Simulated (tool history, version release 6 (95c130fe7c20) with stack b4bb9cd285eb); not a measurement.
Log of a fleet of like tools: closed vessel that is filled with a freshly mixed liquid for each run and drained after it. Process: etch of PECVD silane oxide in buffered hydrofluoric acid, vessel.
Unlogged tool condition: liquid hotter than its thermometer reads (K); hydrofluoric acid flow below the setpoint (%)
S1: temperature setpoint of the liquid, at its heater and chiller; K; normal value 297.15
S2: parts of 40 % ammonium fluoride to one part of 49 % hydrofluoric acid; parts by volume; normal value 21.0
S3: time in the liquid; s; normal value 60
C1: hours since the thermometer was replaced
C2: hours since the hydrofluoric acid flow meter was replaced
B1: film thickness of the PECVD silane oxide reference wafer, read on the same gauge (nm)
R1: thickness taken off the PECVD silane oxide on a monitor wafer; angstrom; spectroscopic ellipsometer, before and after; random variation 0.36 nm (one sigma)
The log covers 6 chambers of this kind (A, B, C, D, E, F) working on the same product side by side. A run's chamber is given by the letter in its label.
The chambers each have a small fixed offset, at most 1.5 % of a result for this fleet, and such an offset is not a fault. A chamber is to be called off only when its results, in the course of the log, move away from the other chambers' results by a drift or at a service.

| run | day | S1 | S2 | S3 | C1 | C2 | B1 | R1 |
|---|---|---|---|---|---|---|---|---|
| 1D | 0.442 | 297.15 | 21.0 | 60 | 1915.7 | 1168.7 | 150.05 | 541.93 |
| 2F | 0.812 | 297.15 | 21.0 | 60 | 1635.0 | 1356.1 | 149.99 | 535.50 |
| 3B | 1.175 | 297.15 | 21.0 | 60 | 744.3 | 598.3 | 149.98 | 546.11 |
|  | 1.517 | chamber D: thermometer replaced |
| 4E | 1.633 | 297.15 | 21.0 | 60 | 1206.1 | 252.1 | 150.00 | 535.80 |
| 5C | 2.204 | 297.15 | 21.0 | 60 | 1763.5 | 863.3 | 150.01 | 540.85 |
| 6A | 2.492 | 301.65 | 16.5 | 60 | 366.1 | 1058.6 | 149.97 | 860.54 |
| 7D | 3.042 | 301.65 | 16.5 | 60 | 36.6 | 1231.1 | 149.98 | 858.67 |
| 8E | 3.533 | 301.65 | 16.5 | 60 | 1251.7 | 297.7 | 149.97 | 839.13 |
| 9C | 4.079 | 301.65 | 16.5 | 60 | 1808.5 | 908.3 | 150.01 | 855.43 |
| 10A | 4.546 | 301.65 | 16.5 | 60 | 415.4 | 1107.9 | 150.01 | 855.62 |
| 11B | 5.029 | 301.65 | 16.5 | 60 | 836.8 | 690.8 | 150.01 | 856.41 |
| 12F | 5.342 | 297.15 | 21.0 | 60 | 1743.7 | 1464.8 | 150.03 | 535.25 |
| 13F | 5.833 | 297.15 | 21.0 | 60 | 1755.5 | 1476.6 | 149.97 | 535.46 |
|  | 6.021 | chamber C: hydrofluoric acid flow meter replaced |
| 14A | 6.350 | 297.15 | 16.5 | 30 | 458.7 | 1151.2 | 150.02 | 337.50 |
| 15D | 6.762 | 297.15 | 16.5 | 30 | 125.9 | 1320.4 | 149.99 | 334.09 |
| 16B | 7.267 | 297.15 | 16.5 | 30 | 890.5 | 744.5 | 150.01 | 338.41 |
| 17C | 7.679 | 297.15 | 16.5 | 30 | 1894.9 | 39.9 | 150.01 | 332.81 |
| 18E | 7.975 | 297.15 | 16.5 | 30 | 1358.3 | 404.3 | 150.01 | 323.78 |
| 19E | 8.275 | 297.15 | 16.5 | 30 | 1365.5 | 411.5 | 150.02 | 321.96 |
| 20C | 8.654 | 297.15 | 21.0 | 60 | 1918.3 | 63.3 | 150.00 | 537.36 |
| 21B | 9.046 | 297.15 | 21.0 | 60 | 933.2 | 787.2 | 150.00 | 545.89 |
| 22F | 9.638 | 295.15 | 18.0 | 60 | 1846.8 | 1567.9 | 149.98 | 546.59 |
| 23A | 10.217 | 295.15 | 18.0 | 60 | 551.5 | 1244.0 | 150.01 | 560.75 |
| 24D | 10.729 | 295.15 | 18.0 | 60 | 221.1 | 1415.6 | 149.99 | 549.80 |
|  | 10.892 | chamber C: thermometer replaced |
| 25C | 11.042 | 295.15 | 18.0 | 60 | 3.7 | 120.6 | 150.01 | 547.89 |
| 26E | 11.621 | 295.15 | 18.0 | 60 | 1445.8 | 491.8 | 149.99 | 528.25 |
| 27B | 12.196 | 295.15 | 18.0 | 60 | 1008.8 | 862.8 | 149.98 | 555.74 |
| 28F | 12.783 | 297.15 | 21.0 | 60 | 1922.3 | 1643.4 | 150.01 | 526.83 |
| 29A | 13.062 | 297.15 | 21.0 | 60 | 619.8 | 1312.3 | 149.99 | 536.59 |
| 30D | 13.492 | 297.15 | 21.0 | 60 | 287.4 | 1481.9 | 149.99 | 536.30 |
| 31F | 13.858 | 297.15 | 21.0 | 60 | 1948.1 | 1669.2 | 150.03 | 533.22 |
| 32C | 14.404 | 297.15 | 21.0 | 60 | 84.4 | 201.3 | 149.97 | 538.07 |
| 33E | 14.792 | 297.15 | 21.0 | 60 | 1521.9 | 567.9 | 150.03 | 514.77 |
| 34D | 15.150 | 297.15 | 21.0 | 60 | 327.2 | 1521.7 | 150.01 | 538.44 |
| 35B | 15.525 | 297.15 | 21.0 | 60 | 1088.7 | 942.7 | 149.99 | 543.49 |
|  | 15.629 | chamber A: thermometer replaced |
| 36A | 16.046 | 297.15 | 21.0 | 60 | 10.0 | 1383.9 | 150.00 | 533.62 |
| 37A | 16.483 | 297.15 | 21.0 | 40 | 20.5 | 1394.4 | 150.03 | 359.70 |
| 38E | 16.783 | 297.15 | 21.0 | 40 | 1569.7 | 615.7 | 149.97 | 341.89 |
| 39D | 17.342 | 297.15 | 21.0 | 40 | 379.8 | 1574.3 | 149.99 | 358.99 |
| 40C | 17.908 | 297.15 | 21.0 | 40 | 168.5 | 285.4 | 149.98 | 353.38 |
| 41B | 18.258 | 297.15 | 21.0 | 40 | 1154.3 | 1008.3 | 149.99 | 363.46 |
| 42F | 18.679 | 297.15 | 21.0 | 40 | 2063.8 | 1784.9 | 149.98 | 354.28 |

The same settings go to every chamber for the next run, one line per chamber below. Forecast the results for each:
| 43A | 19.121 | 297.15 | 21.0 | 60 |  |  |  | ? |
| 43B | 19.121 | 297.15 | 21.0 | 60 |  |  |  | ? |
| 43C | 19.121 | 297.15 | 21.0 | 60 |  |  |  | ? |
| 43D | 19.121 | 297.15 | 21.0 | 60 |  |  |  | ? |
| 43E | 19.121 | 297.15 | 21.0 | 60 |  |  |  | ? |
| 43F | 19.121 | 297.15 | 21.0 | 60 |  |  |  | ? |

| run | R1 |
|---|---|
| 43A | 542.52 |
| 43B | 550.34 |
| 43C | 533.03 |
| 43D | 535.25 |
| 43E | 504.23 |
| 43F | 531.50 |
